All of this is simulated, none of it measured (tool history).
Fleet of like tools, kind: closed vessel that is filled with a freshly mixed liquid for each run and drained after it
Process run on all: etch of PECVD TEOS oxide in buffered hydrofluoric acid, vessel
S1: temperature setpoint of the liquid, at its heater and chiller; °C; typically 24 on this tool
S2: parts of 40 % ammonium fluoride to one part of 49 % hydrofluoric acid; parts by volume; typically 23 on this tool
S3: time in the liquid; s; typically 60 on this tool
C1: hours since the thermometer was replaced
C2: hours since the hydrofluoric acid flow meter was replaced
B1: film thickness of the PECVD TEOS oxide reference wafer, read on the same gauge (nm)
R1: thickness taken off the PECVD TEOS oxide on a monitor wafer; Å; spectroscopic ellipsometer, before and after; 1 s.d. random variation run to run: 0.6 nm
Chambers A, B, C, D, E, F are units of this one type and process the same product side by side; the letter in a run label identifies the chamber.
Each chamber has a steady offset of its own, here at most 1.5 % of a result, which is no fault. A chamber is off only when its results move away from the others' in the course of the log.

{"run": "1D", "hour": 5.1, "S1": 24, "S2": 23, "S3": 60, "C1": 2445.7, "C2": 459.9, "B1": 59.971, "R1": 650.12}
{"run": "2A", "hour": 12.6, "S1": 24, "S2": 23, "S3": 60, "C1": 329.3, "C2": 86.7, "B1": 60.019, "R1": 623.81}
{"run": "3C", "hour": 16.7, "S1": 24, "S2": 23, "S3": 60, "C1": 741.6, "C2": 425.6, "B1": 59.993, "R1": 646.17}
{"run": "4E", "hour": 20.9, "S1": 24, "S2": 23, "S3": 60, "C1": 1712.9, "C2": 656.9, "B1": 60.02, "R1": 629.14}
{"run": "5B", "hour": 28.2, "S1": 24, "S2": 23, "S3": 60, "C1": 181.2, "C2": 1668.4, "B1": 59.973, "R1": 618.17}
{"run": "6F", "hour": 31.9, "S1": 24, "S2": 23, "S3": 60, "C1": 1159.2, "C2": 1561.9, "B1": 59.996, "R1": 638.99}
{"run": "7A", "hour": 38.4, "S1": 24, "S2": 23, "S3": 35, "C1": 355.1, "C2": 112.5, "B1": 60.032, "R1": 377.97}
{"run": "8C", "hour": 45.8, "S1": 24, "S2": 23, "S3": 35, "C1": 770.7, "C2": 454.7, "B1": 59.993, "R1": 376.49}
{"run": "9B", "hour": 51.4, "S1": 24, "S2": 23, "S3": 35, "C1": 204.4, "C2": 1691.6, "B1": 60.013, "R1": 368.07}
{"hour": 52.7, "done": "chamber D: thermometer replaced"}
{"run": "10F", "hour": 59.4, "S1": 24, "S2": 23, "S3": 35, "C1": 1186.7, "C2": 1589.4, "B1": 60.026, "R1": 373.18}
{"run": "11D", "hour": 63.6, "S1": 24, "S2": 23, "S3": 35, "C1": 10.9, "C2": 518.4, "B1": 60.044, "R1": 368.94}
{"run": "12E", "hour": 69.6, "S1": 24, "S2": 23, "S3": 35, "C1": 1761.6, "C2": 705.6, "B1": 59.996, "R1": 371.01}
{"run": "13A", "hour": 75.8, "S1": 20.5, "S2": 23, "S3": 90, "C1": 392.5, "C2": 149.9, "B1": 60.031, "R1": 799.44}
{"run": "14E", "hour": 80.4, "S1": 20.5, "S2": 23, "S3": 90, "C1": 1772.4, "C2": 716.4, "B1": 59.986, "R1": 781.7}
{"run": "15D", "hour": 87.6, "S1": 20.5, "S2": 23, "S3": 90, "C1": 34.9, "C2": 542.4, "B1": 60.01, "R1": 783.79}
{"run": "16F", "hour": 91.6, "S1": 20.5, "S2": 23, "S3": 90, "C1": 1218.9, "C2": 1621.6, "B1": 60.023, "R1": 782.44}
{"run": "17B", "hour": 98.9, "S1": 20.5, "S2": 23, "S3": 90, "C1": 251.9, "C2": 1739.1, "B1": 60.007, "R1": 772.98}
{"run": "18C", "hour": 104.5, "S1": 20.5, "S2": 23, "S3": 90, "C1": 829.4, "C2": 513.4, "B1": 60.011, "R1": 809.95}
{"run": "19D", "hour": 111.2, "S1": 24, "S2": 23, "S3": 60, "C1": 58.5, "C2": 566, "B1": 60.004, "R1": 632.99}
{"run": "20B", "hour": 119.0, "S1": 24, "S2": 23, "S3": 60, "C1": 272, "C2": 1759.2, "B1": 59.989, "R1": 640.35}
{"run": "21C", "hour": 126.3, "S1": 24, "S2": 23, "S3": 60, "C1": 851.2, "C2": 535.2, "B1": 59.977, "R1": 669.53}
{"run": "22F", "hour": 130.9, "S1": 24, "S2": 23, "S3": 60, "C1": 1258.2, "C2": 1660.9, "B1": 60.023, "R1": 643.19}
{"run": "23E", "hour": 134.6, "S1": 24, "S2": 14.5, "S3": 45, "C1": 1826.6, "C2": 770.6, "B1": 59.996, "R1": 723.01}
{"run": "24A", "hour": 139.8, "S1": 24, "S2": 14.5, "S3": 45, "C1": 456.5, "C2": 213.9, "B1": 60.012, "R1": 720.62}
{"run": "25A", "hour": 144.3, "S1": 24, "S2": 14.5, "S3": 45, "C1": 461, "C2": 218.4, "B1": 60, "R1": 704.84}
{"run": "26B", "hour": 148.7, "S1": 24, "S2": 14.5, "S3": 45, "C1": 301.7, "C2": 1788.9, "B1": 60.045, "R1": 724.67}
{"hour": 150.1, "done": "chamber F: thermometer replaced"}
{"run": "27D", "hour": 155.2, "S1": 24, "S2": 14.5, "S3": 45, "C1": 102.5, "C2": 610, "B1": 60.029, "R1": 706.68}
{"run": "28C", "hour": 162.6, "S1": 24, "S2": 14.5, "S3": 45, "C1": 887.5, "C2": 571.5, "B1": 59.977, "R1": 753.16}
{"run": "29E", "hour": 167.5, "S1": 24, "S2": 23, "S3": 60, "C1": 1859.5, "C2": 803.5, "B1": 60.013, "R1": 639.36}
{"run": "30F", "hour": 175.0, "S1": 24, "S2": 23, "S3": 60, "C1": 24.9, "C2": 1705, "B1": 59.969, "R1": 638.63}
{"run": "31E", "hour": 181.1, "S1": 24, "S2": 17, "S3": 85, "C1": 1873.1, "C2": 817.1, "B1": 59.971, "R1": 1164}
{"run": "32B", "hour": 186.3, "S1": 24, "S2": 17, "S3": 85, "C1": 339.3, "C2": 1826.5, "B1": 59.992, "R1": 1169.3}
{"run": "33A", "hour": 190.7, "S1": 24, "S2": 17, "S3": 85, "C1": 507.4, "C2": 264.8, "B1": 60.018, "R1": 1168.5}
{"run": "34D", "hour": 197.3, "S1": 24, "S2": 17, "S3": 85, "C1": 144.6, "C2": 652.1, "B1": 59.994, "R1": 1135.2}
{"run": "35C", "hour": 204.5, "S1": 24, "S2": 17, "S3": 85, "C1": 929.4, "C2": 613.4, "B1": 59.99, "R1": 1245.8}
{"run": "36F", "hour": 211.5, "S1": 24, "S2": 17, "S3": 85, "C1": 61.4, "C2": 1741.5, "B1": 59.977, "R1": 1161.3}
{"run": "37A", "hour": 217.4, "S1": 24, "S2": 23, "S3": 60, "C1": 534.1, "C2": 291.5, "B1": 60.012, "R1": 637.16}
{"run": "38C", "hour": 222.8, "S1": 24, "S2": 23, "S3": 60, "C1": 947.7, "C2": 631.7, "B1": 59.971, "R1": 699.69}
{"run": "39B", "hour": 227.5, "S1": 24, "S2": 23, "S3": 60, "C1": 380.5, "C2": 1867.7, "B1": 59.983, "R1": 628.05}
{"run": "40F", "hour": 234.9, "S1": 24, "S2": 23, "S3": 60, "C1": 84.8, "C2": 1764.9, "B1": 59.985, "R1": 634.56}

Next, every chamber runs the same settings. What will each give?
{"run": "41A", "hour": 240.6, "S1": 24, "S2": 23, "S3": 60, "R1": "?"}
{"run": "41B", "hour": 240.6, "S1": 24, "S2": 23, "S3": 60, "R1": "?"}
{"run": "41C", "hour": 240.6, "S1": 24, "S2": 23, "S3": 60, "R1": "?"}
{"run": "41D", "hour": 240.6, "S1": 24, "S2": 23, "S3": 60, "R1": "?"}
{"run": "41E", "hour": 240.6, "S1": 24, "S2": 23, "S3": 60, "R1": "?"}
{"run": "41F", "hour": 240.6, "S1": 24, "S2": 23, "S3": 60, "R1": "?"}

run=41A R1=636.26
run=41B R1=630.41
run=41C R1=709.02
run=41D R1=647.67
run=41E R1=637.71
run=41F R1=639.79
